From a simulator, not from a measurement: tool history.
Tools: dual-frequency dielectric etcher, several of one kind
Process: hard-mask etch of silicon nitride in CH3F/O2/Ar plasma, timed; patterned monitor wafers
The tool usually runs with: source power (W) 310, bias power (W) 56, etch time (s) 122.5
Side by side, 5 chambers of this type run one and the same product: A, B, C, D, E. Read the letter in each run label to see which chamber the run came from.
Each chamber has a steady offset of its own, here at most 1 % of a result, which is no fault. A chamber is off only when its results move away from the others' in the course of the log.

run	day	source power (W)	bias power (W)	etch time (s)	read-back reference wafer on the same gauge, depth_nm	mean etch depth across the wafer (nm)
1C	0.312	310	56	122.5	71.221	72.511
2A	0.679	310	56	122.5	71.168	71.018
3B	1.083	310	56	122.5	71.273	71.749
4D	1.275	310	56	122.5	71.235	71.798
5E	1.671	310	56	122.5	71.389	71.637
# day 1.721: chamber A: bias power generator calibrated
6A	1.858	310	52	122.5	71.293	68.831
7B	2.233	310	52	122.5	71.385	69.392
8E	2.462	310	52	122.5	71.260	69.691
9D	2.688	310	52	122.5	71.403	69.769
10C	3.104	310	52	122.5	71.403	70.187
11E	3.417	310	56	122.5	71.238	71.686
12A	3.742	310	56	122.5	71.277	70.847
13B	4.050	310	56	122.5	71.254	70.774
14C	4.321	310	56	122.5	71.251	71.840
15D	4.638	310	56	104.5	71.365	61.140
16B	4.904	310	56	104.5	71.202	61.391
17D	5.167	310	56	104.5	71.316	60.949
18A	5.542	310	56	104.5	71.282	60.980
19C	5.950	310	56	104.5	71.324	61.618
# day 6.321: chamber A: wet clean of the chamber
20E	6.358	310	56	122.5	71.306	71.138
21A	6.633	310	56	122.5	71.317	67.552
22B	6.842	310	56	122.5	71.237	71.532
23C	7.079	310	56	122.5	71.280	71.201
24E	7.354	380	56	122.5	71.262	76.850
25D	7.754	380	56	122.5	71.331	77.275
26D	8.038	380	56	122.5	71.221	78.518
27E	8.267	380	56	122.5	71.356	77.116
28C	8.512	380	56	122.5	71.255	77.126
29B	8.875	310	56	122.5	71.230	71.846
30A	9.167	310	56	122.5	71.312	67.624
31B	9.388	310	56	122.5	71.307	71.654
32C	9.800	310	56	122.5	71.252	71.646
33A	10.046	340	56	122.5	71.291	69.622
34D	10.450	340	56	122.5	71.209	74.843
35E	10.738	340	56	122.5	71.430	73.757
36C	11.088	340	56	122.5	71.221	73.251

Which is it: a chamber that has drifted or been left off by a service, a gauge drift common to all chambers, or only each chamber's usual small offset? If a chamber is off, name it and its likeliest cause.

A service on chamber A put it out of line with the rest.
Likeliest cause: etch rate under this chamber's usual, % = 5.3.

Below are 4 candidate recipes for chamber A's next run, each the usual settings with a change, their results shown as question marks. Which of them brings A's results back in line with what the other chambers give on the usual settings?
A result is in line if it is within this distance of the other chambers' mean on the usual settings: mean etch depth across the wafer (nm) 1.500
37A-1	11.383	310	55	116.5		?
37A-2	11.383	310	66	122.5		?
37A-3	11.383	310	56	125.0		?
37A-4	11.383	310	56	120.0		?

The mean the other chambers reach with the usual settings: mean etch depth across the wafer (nm) 71.520
run	mean etch depth across the wafer (nm)
37A-1	63.460
37A-2	70.944
37A-3	68.496
37A-4	65.756
37A-2 is the one that brings the chamber's results back in line with the other chambers.

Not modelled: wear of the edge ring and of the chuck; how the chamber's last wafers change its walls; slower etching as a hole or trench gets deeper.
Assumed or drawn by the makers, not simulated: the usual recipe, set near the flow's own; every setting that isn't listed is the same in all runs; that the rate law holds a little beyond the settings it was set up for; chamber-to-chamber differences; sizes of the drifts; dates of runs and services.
